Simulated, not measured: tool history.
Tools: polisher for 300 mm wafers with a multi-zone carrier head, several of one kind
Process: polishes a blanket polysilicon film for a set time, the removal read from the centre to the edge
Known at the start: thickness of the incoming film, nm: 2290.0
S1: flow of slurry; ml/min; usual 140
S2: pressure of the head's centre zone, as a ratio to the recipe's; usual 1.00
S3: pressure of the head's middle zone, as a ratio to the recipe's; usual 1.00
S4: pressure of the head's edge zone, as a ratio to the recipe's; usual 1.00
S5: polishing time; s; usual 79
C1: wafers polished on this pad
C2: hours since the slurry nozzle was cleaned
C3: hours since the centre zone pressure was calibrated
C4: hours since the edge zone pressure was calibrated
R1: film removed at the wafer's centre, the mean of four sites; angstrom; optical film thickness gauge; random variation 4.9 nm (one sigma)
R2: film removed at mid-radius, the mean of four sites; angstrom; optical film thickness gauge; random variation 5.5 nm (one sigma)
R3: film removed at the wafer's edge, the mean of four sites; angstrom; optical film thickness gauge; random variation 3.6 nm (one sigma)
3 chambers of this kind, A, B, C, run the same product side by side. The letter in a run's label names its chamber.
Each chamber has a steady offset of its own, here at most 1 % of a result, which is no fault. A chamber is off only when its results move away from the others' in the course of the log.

run	hour	S1	S2	S3	S4	S5	C1	C2	C3	C4	R1	R2	R3
1B	7.0	140	1.00	1.00	1.00	79	121	275.4	185.1	681.5	4373.7	4384.5	4284.7
# hour 9.6: chamber A: centre zone pressure recalibrated
2C	16.2	140	1.00	1.00	1.00	79	166	121.6	951.9	96.9	4353.4	4309.6	4395.0
3A	23.9	140	1.00	1.00	1.00	79	337	65.6	14.3	112.1	4403.7	4343.7	4457.5
4A	28.6	140	1.00	1.00	1.00	79	376	70.3	19.0	116.8	4366.2	4519.1	4459.1
5B	35.5	140	1.00	1.00	1.00	79	361	303.9	213.6	710.0	4438.8	4261.7	4339.4
6C	44.7	140	1.00	1.00	1.00	79	406	150.1	980.4	125.4	4356.3	4309.0	4384.5
7B	54.5	140	1.00	1.00	1.00	79	521	322.9	232.6	729.0	4509.9	4401.4	4407.0
8A	60.4	140	1.00	1.00	1.00	79	644	102.1	50.8	148.6	4367.6	4391.1	4432.7
9C	68.0	140	1.00	1.04	1.00	79	602	173.4	1003.7	148.7	4368.9	4586.1	4332.8
10A	73.0	140	1.00	1.04	1.00	79	751	114.7	63.4	161.2	4431.8	4548.1	4462.5
11C	81.1	140	1.00	1.04	1.00	79	713	186.5	1016.8	161.8	4428.8	4405.1	4422.8
12B	88.3	140	1.00	1.00	1.00	79	806	356.7	266.4	762.8	4347.9	4315.5	4313.5
13C	96.3	140	1.00	1.00	1.00	79	841	201.7	1032.0	177.0	4394.2	4335.2	4323.4
# hour 98.6: chamber A: worn pad replaced by a new one
14B	102.0	140	1.00	1.00	1.00	79	921	370.4	280.1	776.5	4373.0	4289.9	4359.4
15A	111.7	140	1.00	1.00	1.00	79	110	153.4	102.1	199.9	4379.0	4412.3	4483.4
16C	119.9	140	1.04	1.00	1.00	79	1040	225.3	1055.6	200.6	4545.7	4324.4	4324.1
17B	129.1	140	1.04	1.00	1.00	79	1150	397.5	307.2	803.6	4548.0	4406.6	4418.0
18A	134.3	140	1.04	1.00	1.00	79	301	176.0	124.7	222.5	4637.4	4448.4	4373.4
19C	139.5	140	1.00	1.00	1.00	79	1205	244.9	1075.2	220.2	4437.8	4292.6	4313.9
20A	148.0	140	1.00	1.00	1.00	79	416	189.7	138.4	236.2	4450.7	4514.6	4403.6
21B	155.9	140	1.00	1.00	1.00	79	1376	424.3	334.0	830.4	4354.7	4302.9	4313.7
# hour 159.4: chamber B: worn pad replaced by a new one
22A	160.8	140	1.00	1.00	1.00	79	524	202.5	151.2	249.0	4496.9	4400.9	4434.2
# hour 164.2: chamber C: worn pad replaced by a new one
23C	170.1	140	1.00	1.00	1.00	79	49	275.5	1105.8	250.8	4385.1	4365.0	4326.9
24B	176.9	140	1.00	1.00	1.00	79	147	445.3	355.0	851.4	4442.3	4343.5	4303.5
# hour 182.3: chamber B: centre zone pressure recalibrated
# hour 186.0: chamber C: edge zone pressure recalibrated
25C	186.4	140	1.00	1.00	1.00	79	187	291.8	1122.1	0.5	4429.9	4290.7	4400.7
26A	195.6	140	1.00	1.00	1.00	79	817	237.3	186.0	283.8	4334.1	4314.8	4417.3
27B	200.3	140	1.00	1.00	1.00	79	344	468.7	18.0	874.8	4371.2	4337.8	4390.2
# hour 205.3: chamber B: slurry nozzle cleaned
28C	208.0	140	1.00	1.00	1.00	79	369	313.4	1143.7	22.1	4441.7	4297.5	4352.6
# hour 214.2: chamber A: worn pad replaced by a new one
29A	218.1	140	1.00	1.00	1.00	79	33	259.8	208.5	306.3	4310.3	4374.1	4416.7
# hour 222.5: chamber B: edge zone pressure recalibrated
30B	224.5	140	1.00	1.00	1.00	79	548	19.2	42.2	2.0	4421.8	4383.9	4361.3
# hour 227.8: chamber C: centre zone pressure recalibrated
31C	232.9	140	1.00	1.00	1.00	79	578	338.3	5.2	47.0	4464.6	4311.0	4333.6
32A	241.9	140	1.00	1.00	1.00	79	234	283.6	232.3	330.1	4363.7	4477.7	4465.6
# hour 248.7: chamber A: edge zone pressure recalibrated
33B	251.0	140	1.00	1.00	1.00	79	771	45.7	68.7	28.5	4370.2	4308.7	4358.1
# hour 257.2: chamber C: slurry nozzle cleaned
34A	258.2	140	1.00	1.00	1.00	79	371	299.9	248.6	9.6	4432.6	4474.5	4390.3
35B	266.1	140	1.00	1.00	1.00	79	899	60.8	83.8	43.6	4401.3	4336.4	4318.3
36C	272.7	140	1.00	1.00	1.00	79	914	15.6	45.0	86.8	4359.7	4273.5	4336.7
37C	282.5	140	1.04	1.00	0.91	79	996	25.4	54.8	96.6	4548.0	4338.5	4164.0
38A	292.6	140	1.04	1.00	0.91	79	661	334.3	283.0	44.0	4640.8	4440.2	4193.0
39B	297.5	140	1.04	1.00	0.91	79	1163	92.2	115.2	75.0	4640.5	4293.0	4152.3
40C	306.5	140	1.00	1.00	1.00	79	1199	49.4	78.8	120.6	4378.4	4329.7	4326.9
# hour 306.8: chamber B: worn pad replaced by a new one
41A	315.8	140	1.00	1.05	1.00	79	856	357.5	306.2	67.2	4363.0	4600.2	4375.7
42B	324.5	140	1.00	1.05	1.00	79	149	119.2	142.2	102.0	4409.5	4541.4	4425.2
43B	329.1	140	1.00	1.05	1.00	79	188	123.8	146.8	106.6	4343.6	4501.7	4319.0

All 3 chambers run these settings next. Forecast each chamber's results:
44A	336.4	140	0.94	1.00	1.00	79					?	?	?
44B	336.4	140	0.94	1.00	1.00	79					?	?	?
44C	336.4	140	0.94	1.00	1.00	79					?	?	?

run	R1	R2	R3
44A	4159.6	4463.6	4396.0
44B	4057.3	4377.6	4396.9
44C	4109.5	4363.9	4340.0

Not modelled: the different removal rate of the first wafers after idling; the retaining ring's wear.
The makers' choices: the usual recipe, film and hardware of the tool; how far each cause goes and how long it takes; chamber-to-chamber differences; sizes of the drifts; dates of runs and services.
